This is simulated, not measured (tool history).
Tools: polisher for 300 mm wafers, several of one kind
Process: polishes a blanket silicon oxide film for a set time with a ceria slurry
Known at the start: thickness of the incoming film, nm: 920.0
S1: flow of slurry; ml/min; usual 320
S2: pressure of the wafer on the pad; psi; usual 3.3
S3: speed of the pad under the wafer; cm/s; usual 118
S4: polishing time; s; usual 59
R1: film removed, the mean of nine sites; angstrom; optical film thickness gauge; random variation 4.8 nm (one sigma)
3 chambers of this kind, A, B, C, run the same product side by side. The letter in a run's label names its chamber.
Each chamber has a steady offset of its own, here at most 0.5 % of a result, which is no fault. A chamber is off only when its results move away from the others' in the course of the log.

| run | hour | S1 | S2 | S3 | S4 | R1 |
|---|---|---|---|---|---|---|
| 1A | 6 | 320 | 3.3 | 118 | 59 | 3531.8 |
|  | 10.3 | chamber C: worn pad replaced by a new one |
| 2B | 13.5 | 320 | 3.3 | 118 | 59 | 3582.5 |
| 3C | 17.8 | 320 | 3.3 | 118 | 59 | 3488.4 |
| 4B | 22.5 | 320 | 3.3 | 118 | 59 | 3577.3 |
| 5A | 30.2 | 320 | 3.3 | 118 | 59 | 3530.1 |
| 6C | 35.8 | 320 | 3.3 | 118 | 59 | 3567.2 |
| 7A | 41.1 | 320 | 3.3 | 118 | 59 | 3592.7 |
| 8B | 46.8 | 320 | 3.3 | 118 | 59 | 3591.4 |
| 9C | 51.7 | 320 | 3.3 | 118 | 59 | 3593.8 |
| 10C | 59.3 | 320 | 3.3 | 118 | 59 | 3580.9 |
| 11B | 63.2 | 320 | 3.3 | 118 | 59 | 3453.1 |
| 12A | 68.2 | 320 | 3.3 | 134 | 67 | 4375.2 |
|  | 72.3 | chamber B: worn pad replaced by a new one |
| 13A | 73 | 320 | 3.3 | 134 | 67 | 4422.1 |
| 14B | 79.6 | 320 | 3.3 | 134 | 67 | 4678.5 |
|  | 82 | chamber C: worn pad replaced by a new one |
| 15C | 85 | 320 | 3.3 | 118 | 59 | 3526.5 |
| 16A | 92.7 | 425 | 3.3 | 96 | 59 | 2859.2 |
| 17C | 100.5 | 425 | 3.3 | 96 | 59 | 2915 |
| 18B | 107.3 | 425 | 3.3 | 96 | 59 | 2977.8 |
| 19B | 110.8 | 320 | 3.3 | 118 | 59 | 3552.7 |
| 20A | 116.2 | 320 | 3.3 | 118 | 77 | 4518.6 |
| 21C | 122.5 | 320 | 3.3 | 118 | 77 | 4777.3 |
| 22C | 130 | 320 | 3.3 | 118 | 77 | 4610.1 |
| 23B | 136.5 | 320 | 3.3 | 118 | 71 | 4235.4 |
| 24A | 143.8 | 320 | 3.3 | 118 | 71 | 4024.7 |
| 25A | 151.2 | 320 | 3.3 | 118 | 71 | 4034 |
|  | 155.1 | chamber C: worn pad replaced by a new one |
| 26C | 157 | 320 | 3.7 | 118 | 59 | 3902 |
| 27B | 161.2 | 320 | 3.7 | 118 | 59 | 4004.2 |
| 28B | 167.6 | 320 | 3.7 | 118 | 59 | 4017.8 |
| 29C | 173.4 | 320 | 3.3 | 118 | 59 | 3569.2 |
| 30A | 179.3 | 320 | 4.1 | 118 | 59 | 4179.3 |
| 31A | 185.5 | 320 | 4.1 | 118 | 59 | 4113.7 |
| 32C | 193.2 | 320 | 4.1 | 118 | 59 | 4364 |
| 33B | 196.9 | 320 | 3.3 | 118 | 59 | 3662.1 |
| 34C | 201.2 | 320 | 3.3 | 118 | 59 | 3551.7 |
|  | 204.9 | chamber B: worn pad replaced by a new one |
| 35B | 206.9 | 320 | 3.9 | 118 | 59 | 4195.5 |
| 36A | 214.5 | 320 | 3.9 | 118 | 59 | 3852.6 |
| 37C | 221.5 | 320 | 3.9 | 118 | 59 | 4189 |
| 38A | 226.9 | 320 | 3.3 | 118 | 59 | 3216.3 |
| 39B | 232.8 | 320 | 3.3 | 118 | 59 | 3610.1 |
| 40B | 237.5 | 320 | 3.3 | 118 | 59 | 3537.1 |

All 3 chambers run these settings next. Forecast each chamber's results:
| 41A | 243.2 | 320 | 3.3 | 118 | 59 | ? |
| 41B | 243.2 | 320 | 3.3 | 118 | 59 | ? |
| 41C | 243.2 | 320 | 3.3 | 118 | 59 | ? |

| run | R1 |
|---|---|
| 41A | 3153.7 |
| 41B | 3515.8 |
| 41C | 3461.2 |
